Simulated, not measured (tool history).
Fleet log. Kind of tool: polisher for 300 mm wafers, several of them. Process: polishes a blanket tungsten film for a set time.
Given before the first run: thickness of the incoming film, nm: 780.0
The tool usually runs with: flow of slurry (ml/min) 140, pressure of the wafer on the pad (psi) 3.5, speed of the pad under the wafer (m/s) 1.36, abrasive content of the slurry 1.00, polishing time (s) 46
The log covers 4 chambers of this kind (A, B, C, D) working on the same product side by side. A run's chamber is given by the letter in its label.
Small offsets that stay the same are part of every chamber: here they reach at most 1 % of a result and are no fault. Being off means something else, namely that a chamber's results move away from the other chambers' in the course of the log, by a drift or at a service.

| run | hour | flow of slurry (ml/min) | pressure of the wafer on the pad (psi) | speed of the pad under the wafer (m/s) | abrasive content of the slurry | polishing time (s) | film removed (nm) |
|---|---|---|---|---|---|---|---|
| 1B | 10.1 | 140 | 3.5 | 1.36 | 1.00 | 46 | 223.52 |
| 2D | 15.0 | 140 | 3.5 | 1.36 | 1.00 | 46 | 229.01 |
| 3A | 24.8 | 140 | 3.5 | 1.36 | 1.00 | 46 | 224.09 |
|  | 25.2 | chamber C: worn pad replaced by a new one |
|  | 27.6 | chamber B: worn pad replaced by a new one |
|  | 30.4 | chamber D: worn pad replaced by a new one |
| 4C | 32.7 | 140 | 3.5 | 1.36 | 1.00 | 46 | 231.94 |
| 5B | 37.4 | 140 | 3.5 | 1.36 | 1.00 | 46 | 222.34 |
|  | 37.7 | chamber D: slurry tank refilled with fresh slurry and peroxide |
| 6D | 44.5 | 140 | 3.5 | 1.36 | 1.00 | 46 | 227.20 |
|  | 45.5 | chamber A: worn pad replaced by a new one |
| 7C | 50.9 | 140 | 3.5 | 1.36 | 1.00 | 46 | 229.71 |
| 8A | 56.9 | 140 | 3.5 | 1.36 | 1.00 | 46 | 223.28 |
|  | 59.2 | chamber C: head pressure recalibrated |
| 9A | 65.3 | 140 | 3.5 | 1.36 | 1.00 | 46 | 230.31 |
| 10B | 73.4 | 140 | 3.5 | 1.36 | 1.00 | 46 | 222.47 |
|  | 82.1 | chamber D: worn pad replaced by a new one |
| 11C | 82.2 | 140 | 3.5 | 1.36 | 1.00 | 46 | 224.48 |
| 12D | 91.7 | 140 | 3.5 | 1.36 | 1.00 | 46 | 223.18 |
|  | 93.0 | chamber D: slurry nozzle cleaned |
| 13D | 99.0 | 140 | 3.5 | 1.36 | 1.00 | 46 | 222.98 |
|  | 101.1 | chamber C: worn pad replaced by a new one |
|  | 105.7 | chamber A: worn pad replaced by a new one |
|  | 106.3 | chamber A: slurry tank refilled with fresh slurry and peroxide |
|  | 108.5 | chamber D: slurry tank refilled with fresh slurry and peroxide |
| 14B | 109.2 | 140 | 3.5 | 1.36 | 1.00 | 46 | 223.09 |
| 15C | 116.9 | 140 | 3.5 | 1.36 | 1.00 | 46 | 220.99 |
|  | 120.6 | chamber D: slurry blender recalibrated |
| 16A | 123.9 | 140 | 3.5 | 1.36 | 0.75 | 31 | 142.77 |
| 17C | 131.3 | 140 | 3.5 | 1.36 | 0.75 | 31 | 138.05 |
| 18A | 137.5 | 140 | 3.5 | 1.36 | 0.75 | 31 | 141.57 |
|  | 140.4 | chamber D: worn pad replaced by a new one |
|  | 144.6 | chamber B: worn pad replaced by a new one |
| 19B | 146.8 | 140 | 3.5 | 1.36 | 0.75 | 31 | 140.30 |
| 20D | 152.7 | 140 | 3.5 | 1.36 | 1.00 | 46 | 225.63 |
|  | 161.7 | chamber A: worn pad replaced by a new one |
| 21A | 162.3 | 140 | 3.5 | 1.36 | 1.00 | 46 | 227.19 |
|  | 165.3 | chamber B: slurry tank refilled with fresh slurry and peroxide |
|  | 172.2 | chamber D: slurry tank refilled with fresh slurry and peroxide |
| 22D | 172.5 | 140 | 4.0 | 1.36 | 1.00 | 46 | 262.60 |
|  | 176.8 | chamber C: worn pad replaced by a new one |
| 23C | 180.3 | 140 | 4.0 | 1.36 | 1.00 | 46 | 239.67 |
| 24B | 189.4 | 140 | 4.0 | 1.36 | 1.00 | 46 | 254.42 |
|  | 190.0 | chamber D: worn pad replaced by a new one |
| 25D | 196.1 | 140 | 4.0 | 1.36 | 1.00 | 46 | 263.30 |
| 26A | 202.4 | 140 | 3.5 | 1.36 | 1.00 | 46 | 227.07 |
| 27B | 212.7 | 140 | 3.5 | 1.36 | 1.00 | 46 | 223.41 |
|  | 213.1 | chamber A: slurry tank refilled with fresh slurry and peroxide |
| 28C | 219.1 | 175 | 3.5 | 1.36 | 1.00 | 46 | 215.93 |
|  | 220.0 | chamber A: worn pad replaced by a new one |
| 29D | 224.6 | 175 | 3.5 | 1.36 | 1.00 | 46 | 237.08 |
|  | 232.7 | chamber B: slurry blender recalibrated |
| 30C | 233.3 | 175 | 3.5 | 1.36 | 1.00 | 46 | 215.27 |
|  | 237.1 | chamber A: slurry nozzle cleaned |
|  | 237.6 | chamber D: slurry tank refilled with fresh slurry and peroxide |
| 31B | 238.6 | 175 | 3.5 | 1.36 | 1.00 | 46 | 231.79 |
|  | 242.5 | chamber D: worn pad replaced by a new one |
| 32A | 246.1 | 140 | 4.0 | 1.36 | 1.00 | 36 | 202.20 |
| 33D | 251.3 | 140 | 4.0 | 1.36 | 1.00 | 36 | 204.23 |

For the next run the whole fleet of 4 chambers uses the same settings. Give each chamber's results:
| 34A | 259.2 | 140 | 3.5 | 1.10 | 1.00 | 46 | ? |
| 34B | 259.2 | 140 | 3.5 | 1.10 | 1.00 | 46 | ? |
| 34C | 259.2 | 140 | 3.5 | 1.10 | 1.00 | 46 | ? |
| 34D | 259.2 | 140 | 3.5 | 1.10 | 1.00 | 46 | ? |

| run | film removed (nm) |
|---|---|
| 34A | 187.74 |
| 34B | 177.43 |
| 34C | 164.53 |
| 34D | 179.21 |
